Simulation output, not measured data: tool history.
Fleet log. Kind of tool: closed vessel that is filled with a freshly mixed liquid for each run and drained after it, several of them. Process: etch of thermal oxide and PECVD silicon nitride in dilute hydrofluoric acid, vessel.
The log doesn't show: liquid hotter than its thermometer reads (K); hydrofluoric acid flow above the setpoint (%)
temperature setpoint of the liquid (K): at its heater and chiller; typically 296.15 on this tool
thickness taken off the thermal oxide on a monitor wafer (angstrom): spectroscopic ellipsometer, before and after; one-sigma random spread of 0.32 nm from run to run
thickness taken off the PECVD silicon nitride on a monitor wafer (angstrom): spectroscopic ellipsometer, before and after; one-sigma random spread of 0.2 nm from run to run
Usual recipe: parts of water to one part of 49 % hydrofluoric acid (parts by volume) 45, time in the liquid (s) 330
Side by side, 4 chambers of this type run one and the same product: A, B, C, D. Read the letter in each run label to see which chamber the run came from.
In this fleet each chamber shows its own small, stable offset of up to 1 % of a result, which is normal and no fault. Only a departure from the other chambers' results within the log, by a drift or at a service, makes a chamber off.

run,hour,temperature setpoint of the liquid (K),parts of water to one part of 49 % hydrofluoric acid (parts by volume),time in the liquid (s),hours since the thermometer was replaced,hours since the hydrofluoric acid flow meter was replaced,"read-back film thickness of the thermal oxide reference wafer, read on the same gauge (nm)","read-back film thickness of the PECVD silicon nitride reference wafer, read on the same gauge (nm)",thickness taken off the thermal oxide on a monitor wafer (angstrom),thickness taken off the PECVD silicon nitride on a monitor wafer (angstrom)
1A,7.8,296.15,45,330,148.8,881.9,139.98,150.01,363.34,219.36
2B,12.9,296.15,45,330,338.2,600.4,140,150.01,354.94,221.5
3C,23.1,296.15,45,330,1636.2,715.4,140.01,149.99,358.87,216.28
4D,32.2,296.15,45,330,1201.2,1300.3,140.02,150.04,355.26,218.28
5C,37.6,296.15,45,330,1650.7,729.9,140.02,150.01,358.94,217.85
6A,44.6,296.15,45,330,185.6,918.7,140.01,150.01,354.23,219.57
7B,49.5,296.15,45,330,374.8,637,140.01,149.98,357.99,220.02
8D,59.1,296.15,45,330,1228.1,1327.2,140,150.01,358.14,215.73
9C,68.8,296.15,45,330,1681.9,761.1,139.99,149.97,360.11,219.35
10D,77.8,296.15,45,330,1246.8,1345.9,140.04,150,351.12,220.16
11A,86.5,296.15,45,330,227.5,960.6,140.03,150,352.82,217.84
12B,96.6,298.15,55,330,421.9,684.1,140,149.98,313.52,207.36
13B,101.6,298.15,55,330,426.9,689.1,140,149.98,310.75,202.41
14D,110.6,298.15,55,330,1279.6,1378.7,140.02,150.01,311.72,206.59
15A,120.4,298.15,55,330,261.4,994.5,140,150.03,314.63,204.59
16C,129.1,296.15,45,330,1742.2,821.4,139.98,150.01,354.77,216.14
17B,133.9,296.15,45,330,459.2,721.4,139.99,150.04,354.82,219.32
18D,139.5,296.15,45,330,1308.5,1407.6,140.02,149.99,351.58,217.67
19C,149.3,296.15,45,330,1762.4,841.6,139.99,150,356.38,216.71
20A,159.8,296.15,35,210,300.8,1033.9,139.99,149.96,297.4,177.09
21A,168.6,296.15,35,210,309.6,1042.7,140.01,150.02,296.61,175.69
22D,174.9,296.15,35,210,1343.9,1443,140.02,150.01,299.4,178.02
23B,182,296.15,35,210,507.3,769.5,139.98,150,296.29,178.5
24C,192.4,296.15,45,330,1805.5,884.7,140.02,149.99,358.01,219.34
25B,199.3,296.15,45,330,524.6,786.8,139.99,150.01,355.89,215.08
26A,206.4,296.15,45,330,347.4,1080.5,140,149.98,365.61,220
27D,212.6,296.15,45,330,1381.6,1480.7,140.01,149.99,355.12,220.28
28C,219.5,296.15,45,330,1832.6,911.8,139.99,149.99,356.14,216.51
29C,225.6,296.15,45,330,1838.7,917.9,139.98,150.01,358.17,217.99
30B,235.7,296.15,45,330,561,823.2,140,150,355.88,218.55
31A,245.4,296.15,45,330,386.4,1119.5,140.01,150,355.89,218.83
32D,251.3,296.15,45,220,1420.3,1519.4,140.01,149.98,236.74,146.86
33D,259.7,296.15,45,220,1428.7,1527.8,140,150,238.96,146.63
34A,266.6,296.15,45,220,407.6,1140.7,139.99,150,243.02,145.65
35C,274.1,296.15,45,220,1887.2,966.4,139.99,150.02,241.07,144.12
36B,280,296.15,45,330,605.3,867.5,140.04,150.04,358.52,221.19
37A,285.7,296.15,45,330,426.7,1159.8,140.01,150,359.84,220.85
38D,293.8,296.15,45,330,1462.8,1561.9,140,149.94,357.44,218.47
39C,301.8,296.15,45,330,1914.9,994.1,139.99,149.94,353.97,220.39
40B,310.1,296.15,45,330,635.4,897.6,139.99,150.02,356.6,222.48

Read the log: is a single chamber off, either drifting away or since a service, is the gauge that measures every chamber drifting, or is nothing wrong beyond small per-chamber offsets? Name any odd chamber and what most likely caused it.

No chamber stands off beyond its own small offset, and the gauge holds steady.

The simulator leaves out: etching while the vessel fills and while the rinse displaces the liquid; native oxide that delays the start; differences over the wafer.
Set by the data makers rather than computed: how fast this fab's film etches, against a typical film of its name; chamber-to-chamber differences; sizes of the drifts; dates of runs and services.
